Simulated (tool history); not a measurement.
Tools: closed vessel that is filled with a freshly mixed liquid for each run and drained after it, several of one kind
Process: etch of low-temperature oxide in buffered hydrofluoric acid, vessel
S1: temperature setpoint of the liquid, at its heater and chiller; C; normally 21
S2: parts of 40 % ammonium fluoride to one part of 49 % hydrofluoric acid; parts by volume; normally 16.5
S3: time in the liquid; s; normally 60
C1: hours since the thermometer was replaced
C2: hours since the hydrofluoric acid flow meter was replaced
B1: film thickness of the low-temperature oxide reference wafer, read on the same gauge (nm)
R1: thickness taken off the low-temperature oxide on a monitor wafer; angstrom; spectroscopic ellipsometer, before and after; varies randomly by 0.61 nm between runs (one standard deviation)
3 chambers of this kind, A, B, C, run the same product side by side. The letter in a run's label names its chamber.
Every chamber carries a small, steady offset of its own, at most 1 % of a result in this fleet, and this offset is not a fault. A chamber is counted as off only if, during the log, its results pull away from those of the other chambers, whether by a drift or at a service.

run	hour	S1	S2	S3	C1	C2	B1	R1
1C	3.8	21	16.5	60	402.9	76.4	139.99	870.52
2A	8.7	21	16.5	60	612.7	1824.9	140	874.02
3B	13.4	21	16.5	60	713.2	595.8	140	861.03
4A	15.6	21	16.5	60	619.6	1831.8	140	874.64
5C	19.1	24	16.5	60	418.2	91.7	140.01	1040.2
6B	22.1	24	16.5	60	721.9	604.5	139.99	1024.2
7B	27.2	24	16.5	60	727	609.6	139.98	1036.1
8A	31	19	19.5	60	635	1847.2	139.99	661.81
9C	34	19	19.5	60	433.1	106.6	139.99	666.14
10A	36.8	19	19.5	60	640.8	1853	140	664.96
11B	41.6	21	16.5	60	741.4	624	139.98	879.36
12C	45.6	22.5	16.5	60	444.7	118.2	140.01	948.61
13C	50.2	22.5	16.5	60	449.3	122.8	139.99	966.93
14A	55.3	22.5	16.5	60	659.3	1871.5	140.01	954.98
15B	60	22.5	21	60	759.8	642.4	140.02	760.55
16C	64.7	22.5	21	60	463.8	137.3	139.99	763.7
17A	67.6	22.5	21	60	671.6	1883.8	140	768.91
18B	71.7	21	16.5	60	771.5	654.1	140.01	900.09
19A	75.2	21	16.5	60	679.2	1891.4	140	876.38
20C	78.6	21	16.5	60	477.7	151.2	140.01	877.69
21B	81.2	21	16.5	60	781	663.6	139.99	896.59
22C	85.4	21	16.5	60	484.5	158	139.99	887.98
23A	88.7	21	16.5	60	692.7	1904.9	139.99	877.09
24B	92.2	21	16.5	60	792	674.6	140	911.15
25C	96.8	21	16.5	60	495.9	169.4	140.02	882.74
26A	99.7	21	16.5	60	703.7	1915.9	140.01	880.36
27B	104.7	21	16.5	60	804.5	687.1	140.01	923.52
28A	107	21	16.5	60	711	1923.2	140.01	878
29C	109.2	21	16.5	60	508.3	181.8	139.99	877.56
30B	113.4	21	16.5	60	813.2	695.8	139.99	912.13
31A	116.7	21	16.5	60	720.7	1932.9	140	878.96
32B	121.6	21	16.5	60	821.4	704	139.99	923.31

Is one chamber off against the others, does the gauge drift, or is nothing wrong? If a chamber is off, say which, and what the likeliest cause is.

Little by little, chamber B moves away from the other chambers.
What lies behind it: hydrofluoric acid flow above the setpoint (%) = 5.93.
The log might look much the same if the cause were instead: liquid hotter than its thermometer reads (K).

Below are 4 candidate recipes for chamber B's next run, each the usual settings with a change, their results shown as question marks. Which of them brings B's results back in line with what the other chambers give on the usual settings?
Maximum distance from the other chambers' mean on the usual settings for a result to count as in line: R1 21 angstrom
33B-1	125.3	20.5	17	60				?
33B-2	125.3	21	18	60				?
33B-3	125.3	22	16.5	60				?
33B-4	125.3	21.5	15.5	60				?

Usual-settings mean across the other chambers: R1 876.85 angstrom
run	R1
33B-1	867.83
33B-2	842.86
33B-3	971.37
33B-4	1006.2
The answer is 33B-1, which returns the chamber to within the allowed miss of the others.
